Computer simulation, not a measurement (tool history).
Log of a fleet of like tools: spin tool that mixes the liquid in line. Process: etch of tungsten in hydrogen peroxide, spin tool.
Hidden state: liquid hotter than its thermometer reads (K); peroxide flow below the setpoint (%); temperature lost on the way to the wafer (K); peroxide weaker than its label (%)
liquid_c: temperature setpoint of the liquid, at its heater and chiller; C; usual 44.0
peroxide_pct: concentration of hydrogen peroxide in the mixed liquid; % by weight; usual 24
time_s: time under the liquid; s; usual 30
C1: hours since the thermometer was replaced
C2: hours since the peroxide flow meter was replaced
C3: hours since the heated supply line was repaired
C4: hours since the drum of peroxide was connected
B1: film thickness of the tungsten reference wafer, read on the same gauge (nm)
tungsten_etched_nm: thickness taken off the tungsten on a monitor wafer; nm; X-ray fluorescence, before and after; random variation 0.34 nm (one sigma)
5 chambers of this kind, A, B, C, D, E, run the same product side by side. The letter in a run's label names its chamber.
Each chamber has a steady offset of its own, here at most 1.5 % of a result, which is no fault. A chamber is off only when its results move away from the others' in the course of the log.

Run 1D, day 0.512: usual settings; C1 1974.2; C2 1108.9; C3 1012.3; C4 556.2; B1 50.030. Result: tungsten_etched_nm 63.973 nm.
Run 2A, day 0.812: usual settings; C1 442.0; C2 1720.8; C3 2122.9; C4 89.4; B1 49.998. Result: tungsten_etched_nm 63.326 nm.
Run 3E, day 1.496: usual settings; C1 794.5; C2 90.3; C3 790.5; C4 1044.0; B1 50.007. Result: tungsten_etched_nm 64.170 nm.
Run 4C, day 1.800: usual settings; C1 417.9; C2 236.5; C3 443.3; C4 756.5; B1 49.982. Result: tungsten_etched_nm 63.957 nm.
Run 5B, day 2.271: usual settings; C1 316.9; C2 565.0; C3 2830.8; C4 288.8; B1 50.028. Result: tungsten_etched_nm 63.733 nm.
Run 6A, day 2.662: usual settings; C1 486.4; C2 1765.2; C3 2167.3; C4 133.8; B1 49.986. Result: tungsten_etched_nm 62.453 nm.
Run 7E, day 3.267: usual settings; C1 837.0; C2 132.8; C3 833.0; C4 1086.5; B1 49.977. Result: tungsten_etched_nm 64.072 nm.
Run 8B, day 3.825: usual settings; C1 354.2; C2 602.3; C3 2868.1; C4 326.1; B1 49.999. Result: tungsten_etched_nm 63.185 nm.
Run 9C, day 4.296: usual settings; C1 477.8; C2 296.4; C3 503.2; C4 816.4; B1 49.995. Result: tungsten_etched_nm 64.183 nm.
Run 10D, day 4.654: usual settings; C1 2073.6; C2 1208.3; C3 1111.7; C4 655.6; B1 49.978. Result: tungsten_etched_nm 63.704 nm.
Run 11D, day 4.988: usual settings; C1 2081.6; C2 1216.3; C3 1119.7; C4 663.6; B1 49.985. Result: tungsten_etched_nm 63.752 nm.
Run 12B, day 5.554: usual settings; C1 395.7; C2 643.8; C3 2909.6; C4 367.6; B1 49.987. Result: tungsten_etched_nm 63.471 nm.
Run 13A, day 5.962: usual settings; C1 565.6; C2 1844.4; C3 2246.5; C4 213.0; B1 50.001. Result: tungsten_etched_nm 63.496 nm.
Run 14E, day 6.412: usual settings; C1 912.5; C2 208.3; C3 908.5; C4 1162.0; B1 49.981. Result: tungsten_etched_nm 64.210 nm.
Run 15C, day 6.729: usual settings; C1 536.2; C2 354.8; C3 561.6; C4 874.8; B1 50.013. Result: tungsten_etched_nm 63.528 nm.
Run 16E, day 7.229: usual settings; C1 932.1; C2 227.9; C3 928.1; C4 1181.6; B1 49.989. Result: tungsten_etched_nm 63.853 nm.
Run 17C, day 7.771: usual settings but liquid_c 47.5 C, time_s 45 s; C1 561.2; C2 379.8; C3 586.6; C4 899.8; B1 50.004. Result: tungsten_etched_nm 118.620 nm.
Run 18B, day 8.188: usual settings but liquid_c 47.5 C, time_s 45 s; C1 458.9; C2 707.0; C3 2972.8; C4 430.8; B1 49.992. Result: tungsten_etched_nm 118.070 nm.
Run 19D, day 8.712: usual settings but liquid_c 47.5 C, time_s 45 s; C1 2171.0; C2 1305.7; C3 1209.1; C4 753.0; B1 49.992. Result: tungsten_etched_nm 118.840 nm.
Run 20A, day 9.283: usual settings but liquid_c 47.5 C, time_s 45 s; C1 645.3; C2 1924.1; C3 2326.2; C4 292.7; B1 50.027. Result: tungsten_etched_nm 117.990 nm.
Run 21A, day 9.708: usual settings but liquid_c 47.5 C, time_s 45 s; C1 655.5; C2 1934.3; C3 2336.4; C4 302.9; B1 49.955. Result: tungsten_etched_nm 118.680 nm.
Run 22E, day 10.179: usual settings; C1 1002.9; C2 298.7; C3 998.9; C4 1252.4; B1 49.998. Result: tungsten_etched_nm 64.459 nm.
Run 23D, day 10.612: usual settings but peroxide_pct 21 % by weight; C1 2216.6; C2 1351.3; C3 1254.7; C4 798.6; B1 49.986. Result: tungsten_etched_nm 59.514 nm.
Run 24C, day 11.196: usual settings but peroxide_pct 21 % by weight; C1 643.4; C2 462.0; C3 668.8; C4 982.0; B1 49.979. Result: tungsten_etched_nm 59.386 nm.
Run 25B, day 11.662: usual settings but peroxide_pct 21 % by weight; C1 542.3; C2 790.4; C3 3056.2; C4 514.2; B1 50.010. Result: tungsten_etched_nm 59.572 nm.
At day 11.979: chamber C: thermometer replaced.
Run 26C, day 12.150: usual settings but peroxide_pct 21 % by weight; C1 4.2; C2 484.9; C3 691.7; C4 1004.9; B1 49.993. Result: tungsten_etched_nm 59.648 nm.
Run 27B, day 12.742: usual settings but peroxide_pct 21 % by weight; C1 568.2; C2 816.3; C3 3082.1; C4 540.1; B1 49.998. Result: tungsten_etched_nm 58.645 nm.
Run 28E, day 13.396: usual settings; C1 1080.1; C2 375.9; C3 1076.1; C4 1329.6; B1 50.014. Result: tungsten_etched_nm 63.706 nm.
Run 29A, day 13.725: usual settings; C1 751.9; C2 2030.7; C3 2432.8; C4 399.3; B1 50.032. Result: tungsten_etched_nm 62.999 nm.
Run 30D, day 14.362: usual settings; C1 2306.6; C2 1441.3; C3 1344.7; C4 888.6; B1 50.001. Result: tungsten_etched_nm 63.687 nm.

Next, every chamber runs the same settings. What will each give?
Run 31A, day 14.858: usual settings but peroxide_pct 21 % by weight. Result: tungsten_etched_nm ?.
Run 31B, day 14.858: usual settings but peroxide_pct 21 % by weight. Result: tungsten_etched_nm ?.
Run 31C, day 14.858: usual settings but peroxide_pct 21 % by weight. Result: tungsten_etched_nm ?.
Run 31D, day 14.858: usual settings but peroxide_pct 21 % by weight. Result: tungsten_etched_nm ?.
Run 31E, day 14.858: usual settings but peroxide_pct 21 % by weight. Result: tungsten_etched_nm ?.

run  tungsten_etched_nm
31A              59.465
31B              59.374
31C              59.564
31D              59.629
31E              60.412
